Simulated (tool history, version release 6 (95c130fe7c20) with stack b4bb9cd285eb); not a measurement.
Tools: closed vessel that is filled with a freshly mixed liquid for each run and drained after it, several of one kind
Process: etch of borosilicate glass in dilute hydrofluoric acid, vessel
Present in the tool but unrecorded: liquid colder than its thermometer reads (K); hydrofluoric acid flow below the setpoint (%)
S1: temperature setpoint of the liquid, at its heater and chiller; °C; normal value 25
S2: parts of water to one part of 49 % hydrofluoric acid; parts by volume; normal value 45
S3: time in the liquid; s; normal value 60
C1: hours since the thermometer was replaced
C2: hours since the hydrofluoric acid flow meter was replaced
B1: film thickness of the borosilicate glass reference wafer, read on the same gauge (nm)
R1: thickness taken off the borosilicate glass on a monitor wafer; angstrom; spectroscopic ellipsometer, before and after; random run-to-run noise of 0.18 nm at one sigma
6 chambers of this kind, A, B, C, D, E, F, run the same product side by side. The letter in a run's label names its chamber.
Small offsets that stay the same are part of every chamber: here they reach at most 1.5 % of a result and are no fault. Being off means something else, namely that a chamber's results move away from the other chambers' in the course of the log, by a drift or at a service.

run 1A day=0.246 | S1=25 S2=45 S3=60 | C1=1277.2 C2=545.2 | B1=59.993 | R1=458.18
run 2D day=0.458 | S1=25 S2=45 S3=60 | C1=1210.0 C2=733.1 | B1=60.013 | R1=461.39
run 3C day=0.767 | S1=25 S2=45 S3=60 | C1=227.9 C2=594.9 | B1=60.017 | R1=459.47
run 4B day=1.017 | S1=25 S2=45 S3=60 | C1=1539.2 C2=1217.0 | B1=59.982 | R1=463.69
run 5E day=1.175 | S1=25 S2=60 S3=30 | C1=1117.7 C2=992.5 | B1=59.981 | R1=170.10
run 6F day=1.333 | S1=25 S2=60 S3=30 | C1=2146.9 C2=102.5 | B1=59.947 | R1=171.16
run 7F day=1.654 | S1=25 S2=60 S3=30 | C1=2154.6 C2=110.2 | B1=60.001 | R1=172.98
run 8C day=1.888 | S1=25 S2=60 S3=30 | C1=254.8 C2=621.8 | B1=59.990 | R1=169.36
run 9B day=2.162 | S1=25 S2=60 S3=30 | C1=1566.7 C2=1244.5 | B1=60.022 | R1=171.32
run 10E day=2.417 | S1=25 S2=60 S3=30 | C1=1147.5 C2=1022.3 | B1=59.979 | R1=171.10
run 11D day=2.679 | S1=25 S2=45 S3=60 | C1=1263.3 C2=786.4 | B1=60.021 | R1=462.32
run 12A day=2.925 | S1=25 S2=45 S3=60 | C1=1341.5 C2=609.5 | B1=59.947 | R1=459.59
run 13B day=3.133 | S1=25 S2=45 S3=60 | C1=1590.0 C2=1267.8 | B1=60.059 | R1=463.63
run 14D day=3.379 | S1=25 S2=45 S3=60 | C1=1280.1 C2=803.2 | B1=59.962 | R1=461.53
run 15F day=3.538 | S1=22 S2=25 S3=60 | C1=2199.8 C2=155.4 | B1=60.000 | R1=752.95
run 16A day=3.842 | S1=22 S2=25 S3=60 | C1=1363.5 C2=631.5 | B1=60.042 | R1=755.62
run 17E day=4.138 | S1=22 S2=25 S3=60 | C1=1188.8 C2=1063.6 | B1=59.941 | R1=743.99
run 18C day=4.371 | S1=22 S2=25 S3=60 | C1=314.4 C2=681.4 | B1=59.955 | R1=762.71
run 19A day=4.583 | S1=22 S2=25 S3=60 | C1=1381.3 C2=649.3 | B1=60.007 | R1=753.44
run 20B day=4.800 | S1=22 S2=25 S3=60 | C1=1630.0 C2=1307.8 | B1=59.977 | R1=749.16
run 21C day=5.033 | S1=25 S2=45 S3=60 | C1=330.3 C2=697.3 | B1=59.969 | R1=461.57
run 22E day=5.262 | S1=25 S2=45 S3=60 | C1=1215.8 C2=1090.6 | B1=60.036 | R1=460.86
run 23D day=5.533 | S1=25 S2=45 S3=60 | C1=1331.8 C2=854.9 | B1=59.969 | R1=457.13
run 24F day=5.683 | S1=25 S2=45 S3=60 | C1=2251.3 C2=206.9 | B1=60.007 | R1=462.92
run 25C day=5.888 | S1=25 S2=45 S3=60 | C1=350.8 C2=717.8 | B1=60.046 | R1=460.76
run 26E day=6.200 | S1=25 S2=45 S3=60 | C1=1238.3 C2=1113.1 | B1=59.979 | R1=460.28
run 27D day=6.429 | S1=25 S2=45 S3=60 | C1=1353.3 C2=876.4 | B1=60.006 | R1=460.26
run 28B day=6.571 | S1=27 S2=35 S3=60 | C1=1672.5 C2=1350.3 | B1=59.989 | R1=648.29
run 29F day=6.879 | S1=27 S2=35 S3=60 | C1=2280.0 C2=235.6 | B1=60.010 | R1=661.32
run 30A day=7.025 | S1=27 S2=35 S3=60 | C1=1439.9 C2=707.9 | B1=59.986 | R1=640.54
run 31D day=7.258 | S1=27 S2=35 S3=60 | C1=1373.2 C2=896.3 | B1=59.987 | R1=653.45
run 32C day=7.512 | S1=27 S2=35 S3=60 | C1=389.8 C2=756.8 | B1=60.010 | R1=656.95
run 33F day=7.717 | S1=27 S2=35 S3=60 | C1=2300.1 C2=255.7 | B1=59.969 | R1=651.99
run 34E day=7.954 | S1=25 S2=45 S3=60 | C1=1280.4 C2=1155.2 | B1=60.001 | R1=459.60
run 35B day=8.217 | S1=25 S2=45 S3=60 | C1=1712.0 C2=1389.8 | B1=59.998 | R1=464.29
run 36A day=8.388 | S1=25 S2=55 S3=70 | C1=1472.6 C2=740.6 | B1=59.967 | R1=419.01
run 37A day=8.579 | S1=25 S2=55 S3=70 | C1=1477.2 C2=745.2 | B1=59.974 | R1=418.19
run 38D day=8.829 | S1=25 S2=55 S3=70 | C1=1410.9 C2=934.0 | B1=60.024 | R1=436.48
run 39F day=9.067 | S1=25 S2=55 S3=70 | C1=2332.5 C2=288.1 | B1=59.999 | R1=439.64

Each of the 6 chambers runs these same settings next. Fill in every chamber's results:
run 40A day=9.296 | S1=25 S2=45 S3=60 | R1=?
run 40B day=9.296 | S1=25 S2=45 S3=60 | R1=?
run 40C day=9.296 | S1=25 S2=45 S3=60 | R1=?
run 40D day=9.296 | S1=25 S2=45 S3=60 | R1=?
run 40E day=9.296 | S1=25 S2=45 S3=60 | R1=?
run 40F day=9.296 | S1=25 S2=45 S3=60 | R1=?

run=40A R1=445.45
run=40B R1=461.19
run=40C R1=461.43
run=40D R1=463.09
run=40E R1=460.11
run=40F R1=469.89

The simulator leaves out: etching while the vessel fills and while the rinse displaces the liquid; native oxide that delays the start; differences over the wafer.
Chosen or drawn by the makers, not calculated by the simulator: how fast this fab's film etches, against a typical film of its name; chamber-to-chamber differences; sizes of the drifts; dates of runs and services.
